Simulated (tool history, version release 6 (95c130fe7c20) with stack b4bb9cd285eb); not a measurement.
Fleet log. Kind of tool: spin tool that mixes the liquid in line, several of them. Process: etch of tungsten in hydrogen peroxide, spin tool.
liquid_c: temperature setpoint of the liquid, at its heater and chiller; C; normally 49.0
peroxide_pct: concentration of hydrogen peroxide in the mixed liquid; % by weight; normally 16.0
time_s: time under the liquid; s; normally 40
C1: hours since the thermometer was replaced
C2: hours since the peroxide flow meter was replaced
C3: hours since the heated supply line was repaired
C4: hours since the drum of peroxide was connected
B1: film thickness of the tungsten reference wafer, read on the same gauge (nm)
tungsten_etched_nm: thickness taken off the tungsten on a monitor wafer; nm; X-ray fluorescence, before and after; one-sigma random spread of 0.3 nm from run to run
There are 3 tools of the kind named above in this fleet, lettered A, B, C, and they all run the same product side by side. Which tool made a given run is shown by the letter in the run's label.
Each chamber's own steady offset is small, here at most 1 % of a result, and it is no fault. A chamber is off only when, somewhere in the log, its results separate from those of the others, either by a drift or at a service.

{"run": "1A", "hour": 11.8, "liquid_c": 49.0, "peroxide_pct": 16.0, "time_s": 40, "C1": 579.8, "C2": 517.2, "C3": 424.0, "C4": 1129.1, "B1": 60.025, "tungsten_etched_nm": 35.315}
{"run": "2B", "hour": 24.7, "liquid_c": 49.0, "peroxide_pct": 16.0, "time_s": 40, "C1": 106.6, "C2": 1425.7, "C3": 2647.1, "C4": 498.7, "B1": 59.983, "tungsten_etched_nm": 34.863}
{"run": "3C", "hour": 37.7, "liquid_c": 49.0, "peroxide_pct": 16.0, "time_s": 40, "C1": 1263.9, "C2": 977.7, "C3": 1626.1, "C4": 365.9, "B1": 60.023, "tungsten_etched_nm": 35.314}
{"run": "4A", "hour": 47.2, "liquid_c": 49.0, "peroxide_pct": 16.0, "time_s": 40, "C1": 615.2, "C2": 552.6, "C3": 459.4, "C4": 1164.5, "B1": 60.0, "tungsten_etched_nm": 35.057}
{"run": "5C", "hour": 55.8, "liquid_c": 49.0, "peroxide_pct": 16.0, "time_s": 40, "C1": 1282.0, "C2": 995.8, "C3": 1644.2, "C4": 384.0, "B1": 59.977, "tungsten_etched_nm": 34.95}
{"run": "6B", "hour": 68.7, "liquid_c": 49.0, "peroxide_pct": 16.0, "time_s": 40, "C1": 150.6, "C2": 1469.7, "C3": 2691.1, "C4": 542.7, "B1": 60.017, "tungsten_etched_nm": 34.916}
{"run": "7C", "hour": 79.7, "liquid_c": 49.0, "peroxide_pct": 13.5, "time_s": 40, "C1": 1305.9, "C2": 1019.7, "C3": 1668.1, "C4": 407.9, "B1": 59.991, "tungsten_etched_nm": 32.423}
{"run": "8A", "hour": 91.1, "liquid_c": 49.0, "peroxide_pct": 13.5, "time_s": 40, "C1": 659.1, "C2": 596.5, "C3": 503.3, "C4": 1208.4, "B1": 59.979, "tungsten_etched_nm": 32.223}
{"run": "9B", "hour": 99.8, "liquid_c": 49.0, "peroxide_pct": 13.5, "time_s": 40, "C1": 181.7, "C2": 1500.8, "C3": 2722.2, "C4": 573.8, "B1": 59.987, "tungsten_etched_nm": 32.0}
{"run": "10A", "hour": 112.9, "liquid_c": 49.0, "peroxide_pct": 16.0, "time_s": 40, "C1": 680.9, "C2": 618.3, "C3": 525.1, "C4": 1230.2, "B1": 59.976, "tungsten_etched_nm": 34.992}
{"hour": 120.0, "done": "chamber B: heated supply line repaired"}
{"run": "11C", "hour": 120.5, "liquid_c": 49.0, "peroxide_pct": 16.0, "time_s": 40, "C1": 1346.7, "C2": 1060.5, "C3": 1708.9, "C4": 448.7, "B1": 60.02, "tungsten_etched_nm": 35.54}
{"run": "12B", "hour": 130.1, "liquid_c": 44.5, "peroxide_pct": 16.0, "time_s": 20, "C1": 212.0, "C2": 1531.1, "C3": 10.1, "C4": 604.1, "B1": 60.022, "tungsten_etched_nm": 13.182}
{"run": "13C", "hour": 140.4, "liquid_c": 44.5, "peroxide_pct": 16.0, "time_s": 20, "C1": 1366.6, "C2": 1080.4, "C3": 1728.8, "C4": 468.6, "B1": 60.003, "tungsten_etched_nm": 13.694}
{"hour": 147.8, "done": "chamber C: peroxide flow meter replaced"}
{"run": "14A", "hour": 151.1, "liquid_c": 44.5, "peroxide_pct": 16.0, "time_s": 20, "C1": 719.1, "C2": 656.5, "C3": 563.3, "C4": 1268.4, "B1": 59.998, "tungsten_etched_nm": 13.202}
{"run": "15B", "hour": 159.7, "liquid_c": 49.0, "peroxide_pct": 16.0, "time_s": 40, "C1": 241.6, "C2": 1560.7, "C3": 39.7, "C4": 633.7, "B1": 59.979, "tungsten_etched_nm": 35.05}
{"run": "16B", "hour": 171.5, "liquid_c": 49.0, "peroxide_pct": 16.0, "time_s": 40, "C1": 253.4, "C2": 1572.5, "C3": 51.5, "C4": 645.5, "B1": 60.027, "tungsten_etched_nm": 34.577}
{"run": "17C", "hour": 177.5, "liquid_c": 49.0, "peroxide_pct": 16.0, "time_s": 40, "C1": 1403.7, "C2": 29.8, "C3": 1765.9, "C4": 505.7, "B1": 59.999, "tungsten_etched_nm": 36.365}
{"run": "18A", "hour": 186.2, "liquid_c": 49.0, "peroxide_pct": 16.0, "time_s": 40, "C1": 754.2, "C2": 691.6, "C3": 598.4, "C4": 1303.5, "B1": 59.997, "tungsten_etched_nm": 34.999}
{"run": "19C", "hour": 192.6, "liquid_c": 49.0, "peroxide_pct": 13.5, "time_s": 40, "C1": 1418.8, "C2": 44.9, "C3": 1781.0, "C4": 520.8, "B1": 59.961, "tungsten_etched_nm": 33.578}
{"run": "20B", "hour": 202.8, "liquid_c": 49.0, "peroxide_pct": 13.5, "time_s": 40, "C1": 284.7, "C2": 1603.8, "C3": 82.8, "C4": 676.8, "B1": 59.997, "tungsten_etched_nm": 32.16}

Is one chamber out of step, is the gauge drifting, or do the chambers differ by no more than their own small offsets? For an off chamber, give its letter and the likeliest cause.

It is chamber C that slowly wanders off from its peers.
What lies behind it: liquid hotter than its thermometer reads (K) = 0.82.

Here are 4 candidates for chamber C's next run, each the usual settings with a change, their results left as question marks. Which one brings its results back in line with what the others give on the usual settings?
In-line tolerance around the mean of the other chambers on the usual settings: tungsten_etched_nm 1.000 nm
{"run": "21C-1", "hour": 212.3, "liquid_c": 49.0, "peroxide_pct": 19.5, "time_s": 40, "tungsten_etched_nm": "?"}
{"run": "21C-2", "hour": 212.3, "liquid_c": 48.0, "peroxide_pct": 16.0, "time_s": 40, "tungsten_etched_nm": "?"}
{"run": "21C-3", "hour": 212.3, "liquid_c": 50.0, "peroxide_pct": 16.0, "time_s": 40, "tungsten_etched_nm": "?"}
{"run": "21C-4", "hour": 212.3, "liquid_c": 49.0, "peroxide_pct": 13.0, "time_s": 40, "tungsten_etched_nm": "?"}

Usual-settings mean across the other chambers: tungsten_etched_nm 34.993 nm
run=21C-1 tungsten_etched_nm=40.703
run=21C-2 tungsten_etched_nm=34.742
run=21C-3 tungsten_etched_nm=39.193
run=21C-4 tungsten_etched_nm=33.336
21C-2 is the one that brings the chamber's results back in line with the other chambers.
